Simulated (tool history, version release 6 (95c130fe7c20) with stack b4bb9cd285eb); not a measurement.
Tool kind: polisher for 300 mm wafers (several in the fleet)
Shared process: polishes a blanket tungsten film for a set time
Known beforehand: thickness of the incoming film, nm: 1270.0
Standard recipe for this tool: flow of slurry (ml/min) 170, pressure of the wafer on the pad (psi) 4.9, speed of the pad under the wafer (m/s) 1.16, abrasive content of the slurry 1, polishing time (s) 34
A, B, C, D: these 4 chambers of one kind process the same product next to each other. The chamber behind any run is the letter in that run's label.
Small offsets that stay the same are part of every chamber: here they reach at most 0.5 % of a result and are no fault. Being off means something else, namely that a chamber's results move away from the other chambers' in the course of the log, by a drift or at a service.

| run | hour | flow of slurry (ml/min) | pressure of the wafer on the pad (psi) | speed of the pad under the wafer (m/s) | abrasive content of the slurry | polishing time (s) | film removed (angstrom) |
|---|---|---|---|---|---|---|---|
| 1C | 8.5 | 170 | 4.9 | 1.16 | 1 | 34 | 2654.7 |
|  | 13.1 | chamber A: slurry tank refilled with fresh slurry and peroxide |
| 2D | 20.7 | 170 | 4.9 | 1.16 | 1 | 34 | 2645.7 |
|  | 24.4 | chamber C: slurry tank refilled with fresh slurry and peroxide |
|  | 26.5 | chamber C: worn pad replaced by a new one |
|  | 33.6 | chamber D: slurry tank refilled with fresh slurry and peroxide |
| 3A | 34.2 | 170 | 4.9 | 1.16 | 1 | 34 | 2646.7 |
| 4B | 45.1 | 170 | 4.9 | 1.16 | 1 | 34 | 2674.9 |
|  | 46 | chamber A: worn pad replaced by a new one |
|  | 46.5 | chamber D: slurry blender recalibrated |
| 5A | 53.9 | 170 | 4.9 | 1.16 | 1 | 34 | 2666.6 |
| 6C | 66 | 170 | 4.9 | 1.16 | 1 | 34 | 2657.4 |
| 7D | 74.1 | 170 | 4.9 | 1.16 | 1 | 34 | 2661.3 |
|  | 78.5 | chamber D: worn pad replaced by a new one |
| 8B | 86.9 | 170 | 4.9 | 1.16 | 1 | 34 | 2655.2 |
|  | 91.1 | chamber D: slurry nozzle cleaned |
|  | 94.9 | chamber A: slurry blender recalibrated |
|  | 97.5 | chamber B: slurry tank refilled with fresh slurry and peroxide |
|  | 100.3 | chamber B: worn pad replaced by a new one |
| 9B | 100.5 | 170 | 4.9 | 1.42 | 1 | 23 | 2225.2 |
| 10D | 111.5 | 170 | 4.9 | 1.42 | 1 | 23 | 2203.6 |
| 11A | 122.3 | 170 | 4.9 | 1.42 | 1 | 23 | 2178.1 |
|  | 123.9 | chamber A: worn pad replaced by a new one |
|  | 130.3 | chamber C: worn pad replaced by a new one |
| 12C | 130.7 | 170 | 4.9 | 1.42 | 1 | 23 | 2233 |
| 13D | 143.9 | 170 | 4.9 | 1.16 | 1 | 34 | 2655.2 |
| 14C | 152.7 | 170 | 4.9 | 1.16 | 1 | 34 | 2689.6 |
| 15B | 163.5 | 170 | 4.9 | 1.16 | 1 | 34 | 2652.7 |
| 16A | 172.1 | 170 | 4.9 | 1.16 | 1 | 34 | 2608.8 |
|  | 175.9 | chamber D: slurry tank refilled with fresh slurry and peroxide |
|  | 183.3 | chamber D: worn pad replaced by a new one |
|  | 184.2 | chamber A: head pressure recalibrated |
| 17B | 184.2 | 170 | 4.9 | 1.16 | 1 | 34 | 2642.4 |
|  | 186.4 | chamber B: worn pad replaced by a new one |
|  | 187.2 | chamber A: slurry tank refilled with fresh slurry and peroxide |
| 18D | 190.7 | 170 | 5.9 | 1.16 | 1.25 | 34 | 3350.4 |
|  | 196.5 | chamber A: worn pad replaced by a new one |
| 19C | 200.6 | 170 | 5.9 | 1.16 | 1.25 | 34 | 3400.8 |
|  | 207.7 | chamber A: slurry blender recalibrated |
| 20A | 208.8 | 170 | 5.9 | 1.16 | 1.25 | 34 | 3305.3 |
|  | 215.4 | chamber D: slurry blender recalibrated |
|  | 218.3 | chamber C: worn pad replaced by a new one |
| 21A | 219.7 | 170 | 5.9 | 1.16 | 1.25 | 34 | 3288.9 |
|  | 228.5 | chamber C: slurry tank refilled with fresh slurry and peroxide |
| 22D | 232.8 | 170 | 4.9 | 1.16 | 1 | 34 | 2662.4 |
| 23C | 239.6 | 170 | 4.9 | 1.16 | 1 | 34 | 2669.7 |
| 24B | 247.6 | 170 | 4.9 | 1.16 | 1 | 34 | 2622.9 |
|  | 247.7 | chamber C: slurry blender recalibrated |
|  | 252.4 | chamber B: slurry blender recalibrated |
| 25D | 256 | 170 | 4.9 | 1.16 | 1 | 34 | 2664.6 |
| 26B | 262.5 | 170 | 4.9 | 1.16 | 1 | 34 | 2692.3 |
| 27A | 275.5 | 170 | 4.9 | 1.16 | 1 | 34 | 2548 |
|  | 282.7 | chamber B: slurry tank refilled with fresh slurry and peroxide |
| 28C | 287.9 | 170 | 4.9 | 1.16 | 1 | 34 | 2638.4 |
|  | 291.2 | chamber B: worn pad replaced by a new one |
|  | 293.2 | chamber A: worn pad replaced by a new one |
|  | 294.9 | chamber D: worn pad replaced by a new one |
| 29D | 300.8 | 170 | 4.9 | 1.16 | 1 | 34 | 2629.1 |
|  | 301 | chamber D: slurry nozzle cleaned |
|  | 302.8 | chamber A: slurry blender recalibrated |
| 30A | 312.3 | 170 | 4.9 | 1.16 | 1 | 34 | 2528 |
|  | 313.6 | chamber B: slurry nozzle cleaned |
| 31B | 318.9 | 170 | 4.9 | 1.16 | 1 | 34 | 2650.7 |
|  | 325.7 | chamber C: worn pad replaced by a new one |
| 32C | 326 | 170 | 3.5 | 1.16 | 1.1 | 34 | 1963.8 |
|  | 328.1 | chamber D: slurry tank refilled with fresh slurry and peroxide |
| 33C | 335.2 | 170 | 3.5 | 1.16 | 1.1 | 34 | 1963.3 |
| 34D | 342.9 | 170 | 3.5 | 1.16 | 1.1 | 34 | 1925.5 |
|  | 344.4 | chamber A: slurry tank refilled with fresh slurry and peroxide |
| 35B | 353.1 | 170 | 3.5 | 1.16 | 1.1 | 34 | 1931.9 |
|  | 365.3 | chamber A: worn pad replaced by a new one |
| 36A | 366.1 | 170 | 4.9 | 1.16 | 1 | 34 | 2489.2 |
|  | 375.7 | chamber B: worn pad replaced by a new one |
| 37C | 376.4 | 170 | 4.9 | 1.16 | 1 | 34 | 2689.6 |
|  | 388.3 | chamber B: head pressure recalibrated |
| 38D | 389.2 | 170 | 4.9 | 1.16 | 1 | 34 | 2676.5 |
| 39B | 397.1 | 170 | 4.9 | 1.16 | 1 | 34 | 2688.7 |
| 40A | 410.1 | 170 | 4.9 | 1.16 | 1.25 | 34 | 2611.7 |
| 41A | 420.2 | 170 | 4.9 | 1.16 | 1.25 | 34 | 2593.2 |

One chamber off, gauge drift, or nothing amiss beyond the chambers' own small offsets? If it is a chamber, which one, and what is the likeliest cause?

One chamber, A, drifts off from the rest bit by bit.
What lies behind it: slurry flow missing at the pad, % = 34.

Here are 4 candidates for chamber A's next run, each the usual settings with a change, their results left as question marks. Which one brings its results back in line with what the others give on the usual settings?
Allowed miss from the other chambers' usual-settings mean, per result, to count as in line: film removed (angstrom) 63
| 42A-1 | 430.5 | 170 | 4.8 | 1.12 | 1 | 33 | ? |
| 42A-2 | 430.5 | 170 | 4.9 | 1.16 | 1 | 37 | ? |
| 42A-3 | 430.5 | 165 | 4.5 | 1.08 | 1 | 34 | ? |
| 42A-4 | 430.5 | 170 | 5.1 | 1.22 | 1 | 36 | ? |

On the usual settings, the other chambers give on average: film removed (angstrom) 2659.8
| run | film removed (angstrom) |
|---|---|
| 42A-1 | 2253.3 |
| 42A-2 | 2672.4 |
| 42A-3 | 2083.2 |
| 42A-4 | 2848.2 |
42A-2 puts the chamber back in line with the other chambers.
